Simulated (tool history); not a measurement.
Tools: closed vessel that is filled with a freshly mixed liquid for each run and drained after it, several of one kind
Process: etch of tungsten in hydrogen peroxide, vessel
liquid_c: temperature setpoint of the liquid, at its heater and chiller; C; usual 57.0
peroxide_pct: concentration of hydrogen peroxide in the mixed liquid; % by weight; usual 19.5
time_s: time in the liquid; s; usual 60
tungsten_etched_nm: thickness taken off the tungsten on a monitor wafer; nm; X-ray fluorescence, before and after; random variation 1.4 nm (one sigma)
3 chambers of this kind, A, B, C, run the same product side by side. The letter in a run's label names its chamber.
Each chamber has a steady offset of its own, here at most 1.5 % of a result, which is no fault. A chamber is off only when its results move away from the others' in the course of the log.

run   hour  liquid_c  peroxide_pct  time_s  hours since the thermometer was replaced  hours since the peroxide flow meter was replaced  hours since the drum of peroxide was connected  read-back film thickness of the tungsten reference wafer, read on the same gauge (nm)  tungsten_etched_nm
 1B    5.3      57.0          19.5      60                                     117.1                                             121.4                                           324.5                                                                                 40.016              255.16
 2A    9.5      57.0          19.5      60                                    2104.5                                             496.7                                           530.7                                                                                 39.991              250.76
 3C   14.0      57.0          19.5      60                                     384.9                                             247.2                                           408.9                                                                                 39.997              255.79
 4C   19.3      57.0          19.5      60                                     390.2                                             252.5                                           414.2                                                                                 39.996              254.31
 5A   26.2      57.0          19.5      60                                    2121.2                                             513.4                                           547.4                                                                                 39.971              250.35
 6B   30.0      57.0          19.5      60                                     141.8                                             146.1                                           349.2                                                                                 40.026              254.13
 7C   37.1      51.5          19.5      50                                     408.0                                             270.3                                           432.0                                                                                 40.006              154.10
      39.2  -- chamber B: new drum of peroxide connected
 8B   42.1      51.5          19.5      50                                     153.9                                             158.2                                             3.0                                                                                 40.013              153.04
 9A   46.3      51.5          19.5      50                                    2141.3                                             533.5                                           567.5                                                                                 39.994              149.32
10B   53.5      57.0          19.5      70                                     165.3                                             169.6                                            14.4                                                                                 39.998              300.05
11C   60.1      57.0          19.5      70                                     431.0                                             293.3                                           455.0                                                                                 40.017              294.38
12A   66.9      57.0          19.5      70                                    2161.9                                             554.1                                           588.1                                                                                 40.016              294.35
13B   70.6      57.0          19.5      60                                     182.4                                             186.7                                            31.5                                                                                 40.043              260.57
14C   76.2      57.0          19.5      60                                     447.1                                             309.4                                           471.1                                                                                 40.003              253.94
15A   79.9      57.0          19.5      60                                    2174.9                                             567.1                                           601.1                                                                                 40.028              250.48
16B   85.6      57.0          19.5      60                                     197.4                                             201.7                                            46.5                                                                                 40.010              258.26
17C   93.0      57.0          19.5      60                                     463.9                                             326.2                                           487.9                                                                                 40.010              253.53
18A   97.4      57.0          19.5      60                                    2192.4                                             584.6                                           618.6                                                                                 40.008              251.77
19A  100.9      57.0          24.0      70                                    2195.9                                             588.1                                           622.1                                                                                 39.971              324.29
20B  107.5      57.0          24.0      70                                     219.3                                             223.6                                            68.4                                                                                 39.978              335.96
21C  110.9      57.0          24.0      70                                     481.8                                             344.1                                           505.8                                                                                 40.010              327.73
22B  117.9      57.0          19.5      60                                     229.7                                             234.0                                            78.8                                                                                 40.013              262.04
23A  125.1      57.0          19.5      60                                    2220.1                                             612.3                                           646.3                                                                                 40.017              251.74
24C  130.8      57.0          19.5      60                                     501.7                                             364.0                                           525.7                                                                                 39.956              252.51
25B  137.6      57.0          19.5      60                                     249.4                                             253.7                                            98.5                                                                                 39.960              263.14
26C  143.0      57.0          19.5      60                                     513.9                                             376.2                                           537.9                                                                                 39.959              254.79
27A  148.9      53.0          19.5      60                                    2243.9                                             636.1                                           670.1                                                                                 40.010              196.97
28C  153.5      53.0          19.5      60                                     524.4                                             386.7                                           548.4                                                                                 39.982              199.95
29A  156.9      53.0          19.5      60                                    2251.9                                             644.1                                           678.1                                                                                 39.994              197.91
30B  162.1      57.0          19.5      60                                     273.9                                             278.2                                           123.0                                                                                 39.993              267.07
31A  169.1      57.0          25.5      40                                    2264.1                                             656.3                                           690.3                                                                                 39.992              190.28
32B  175.1      57.0          25.5      40                                     286.9                                             291.2                                           136.0                                                                                 39.976              202.24
33C  182.6      57.0          25.5      40                                     553.5                                             415.8                                           577.5                                                                                 39.983              191.99
34B  189.4      57.0          19.5      60                                     301.2                                             305.5                                           150.3                                                                                 40.005              267.64

Next, every chamber runs the same settings. What will each give?
35A  194.7      57.0          19.5      60                                                                                                                                                                                                                                                      ?
35B  194.7      57.0          19.5      60                                                                                                                                                                                                                                                      ?
35C  194.7      57.0          19.5      60                                                                                                                                                                                                                                                      ?

run  tungsten_etched_nm
35A              250.02
35B              266.70
35C              253.74
